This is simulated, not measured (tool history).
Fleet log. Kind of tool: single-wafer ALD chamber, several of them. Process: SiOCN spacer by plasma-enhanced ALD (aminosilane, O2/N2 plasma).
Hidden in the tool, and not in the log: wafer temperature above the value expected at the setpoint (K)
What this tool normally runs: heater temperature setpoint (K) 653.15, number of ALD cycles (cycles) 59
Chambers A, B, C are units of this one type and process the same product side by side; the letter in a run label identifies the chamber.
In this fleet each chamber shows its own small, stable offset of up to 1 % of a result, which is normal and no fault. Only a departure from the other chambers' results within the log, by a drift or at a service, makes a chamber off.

run	hour	heater temperature setpoint (K)	number of ALD cycles (cycles)	hours since the last thermocouple change	read-back reference wafer on the same gauge, thickness_nm	mean film thickness on the monitor wafer (Å)
1A	12.3	653.15	59	72.7	3.3217	35.684
2C	19.5	653.15	59	685.3	3.3224	35.614
3B	31.8	653.15	59	1590.5	3.3240	35.512
4B	43.2	653.15	59	1601.9	3.3236	35.547
5A	54.4	653.15	59	114.8	3.3248	35.873
6C	65.5	653.15	59	731.3	3.3256	35.735
7A	80.8	653.15	59	141.2	3.3269	35.859
8C	88.8	653.15	59	754.6	3.3276	35.743
9B	100.0	653.15	59	1658.7	3.3274	35.635
10C	115.2	653.15	59	781.0	3.3295	35.749
11B	125.9	653.15	59	1684.6	3.3316	35.824
12A	134.4	653.15	59	194.8	3.3308	35.915
13C	141.4	653.15	59	807.2	3.3308	35.743
14B	148.7	653.15	59	1707.4	3.3310	35.701
15A	163.8	653.15	59	224.2	3.3326	35.945
16A	175.2	653.15	59	235.6	3.3329	35.842
17C	188.9	653.15	59	854.7	3.3348	35.823
18B	198.4	653.15	59	1757.1	3.3354	35.765
19A	206.7	653.15	59	267.1	3.3346	36.015
20C	214.7	667.15	64	880.5	3.3374	38.780
21B	224.4	667.15	64	1783.1	3.3367	38.809
22B	233.5	667.15	64	1792.2	3.3380	38.854
23A	243.9	653.15	59	304.3	3.3388	36.071
24C	258.7	643.15	59	924.5	3.3397	35.824
25B	266.9	643.15	59	1825.6	3.3409	35.746

Each of the 3 chambers runs these same settings next. Fill in every chamber's results:
26A	278.0	653.15	59			?
26B	278.0	653.15	59			?
26C	278.0	653.15	59			?

run	mean film thickness on the monitor wafer (Å)
26A	36.029
26B	35.780
26C	35.831

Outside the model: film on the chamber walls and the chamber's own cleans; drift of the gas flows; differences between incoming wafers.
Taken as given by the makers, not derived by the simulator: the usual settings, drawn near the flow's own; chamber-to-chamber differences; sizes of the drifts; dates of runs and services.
